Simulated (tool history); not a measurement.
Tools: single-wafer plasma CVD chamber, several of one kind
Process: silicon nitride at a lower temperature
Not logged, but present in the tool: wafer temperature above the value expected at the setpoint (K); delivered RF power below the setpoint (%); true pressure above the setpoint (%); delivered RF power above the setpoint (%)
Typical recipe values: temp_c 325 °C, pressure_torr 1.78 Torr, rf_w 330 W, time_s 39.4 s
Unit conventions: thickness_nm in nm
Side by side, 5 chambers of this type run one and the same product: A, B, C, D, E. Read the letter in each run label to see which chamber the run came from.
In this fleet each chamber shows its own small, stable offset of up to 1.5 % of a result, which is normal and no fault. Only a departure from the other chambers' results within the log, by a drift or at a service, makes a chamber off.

run	day	temp_c	pressure_torr	rf_w	time_s	hours since the last thermocouple change	hours since the last RF generator calibration	hours since the last manometer calibration	read-back reference wafer on the same gauge, thickness_nm	thickness_nm
1B	0.204	325	1.78	330	39.4	957.3	622.6	1243.4	46.795	51.096
2C	0.325	325	1.78	330	39.4	1010.6	680.7	786	46.821	51.107
3A	0.471	325	1.78	330	39.4	110.4	169.5	833.6	46.785	50.513
4E	0.621	325	1.78	330	39.4	1485.5	72	753.3	46.778	51.543
5D	0.754	325	1.78	330	39.4	2111.7	973.7	723.6	46.819	51.315
6D	0.871	325	1.78	330	39.4	2114.5	976.5	726.4	46.8	51.382
7B	1.033	325	1.78	330	39.4	977.2	642.5	1263.3	46.806	51.111
8C	1.258	325	1.78	330	39.4	1033	703.1	808.4	46.781	51.461
9A	1.471	325	1.78	330	39.4	134.4	193.5	857.6	46.819	50.411
10E	1.592	325	1.78	330	39.4	1508.8	95.3	776.6	46.799	51.571
11A	1.754	334	1.78	330	39.4	141.2	200.3	864.4	46.809	50.411
12B	1.921	334	1.78	330	39.4	998.5	663.8	1284.6	46.837	51.004
13E	2.154	334	1.78	330	39.4	1522.3	108.8	790.1	46.819	51.267
14D	2.388	334	1.78	330	39.4	2150.9	1012.9	762.8	46.819	51.28
15C	2.542	334	1.78	330	39.4	1063.8	733.9	839.2	46.802	51.27
16B	2.792	325	1.78	330	39.4	1019.4	684.7	1305.5	46.766	51.163
17D	2.925	325	1.78	330	39.4	2163.8	1025.8	775.7	46.807	51.212
18C	3.083	334	1.78	330	39.4	1076.8	746.9	852.2	46.771	51.091
19E	3.325	334	1.78	330	39.4	1550.4	136.9	818.2	46.816	51.566
20A	3.458	334	1.78	330	39.4	182.1	241.2	905.3	46.8	50.529
21E	3.604	334	1.78	330	39.4	1557.1	143.6	824.9	46.767	51.637
# day 3.679: chamber D: thermocouple changed; heater temperature recalibrated
22B	3.838	334	1.78	330	39.4	1044.5	709.8	1330.6	46.798	50.954
23A	3.988	325	1.78	330	39.4	194.8	253.9	918	46.793	50.75
24D	4.167	325	1.78	330	39.4	11.7	1055.6	805.5	46.817	51.395
25C	4.321	325	1.78	330	39.4	1106.5	776.6	881.9	46.802	51.432
26C	4.546	325	1.35	330	34.7	1111.9	782	887.3	46.811	41.838
27E	4.717	325	1.35	330	34.7	1583.8	170.3	851.6	46.831	42.356
28A	4.846	325	1.35	330	34.7	215.4	274.5	938.6	46.799	41.269
29D	5.05	325	1.35	330	34.7	32.9	1076.8	826.7	46.811	41.867
30B	5.183	325	1.35	330	34.7	1076.8	742.1	1362.9	46.83	41.683
31E	5.367	325	1.78	370	39.4	1599.4	185.9	867.2	46.807	55.329
32C	5.575	325	1.78	370	39.4	1136.6	806.7	912	46.794	55.373
33B	5.758	325	1.78	370	39.4	1090.6	755.9	1376.7	46.804	55.142
34A	5.917	325	1.78	370	39.4	241.1	300.2	964.3	46.817	54.249
35D	6.129	325	1.78	370	39.4	58.8	1102.7	852.6	46.821	55.063

Which is it: a chamber that has drifted or been left off by a service, a gauge drift common to all chambers, or only each chamber's usual small offset? If a chamber is off, name it and its likeliest cause.

Neither any chamber nor the gauge drifts; the chambers differ only by their own small, steady offsets.
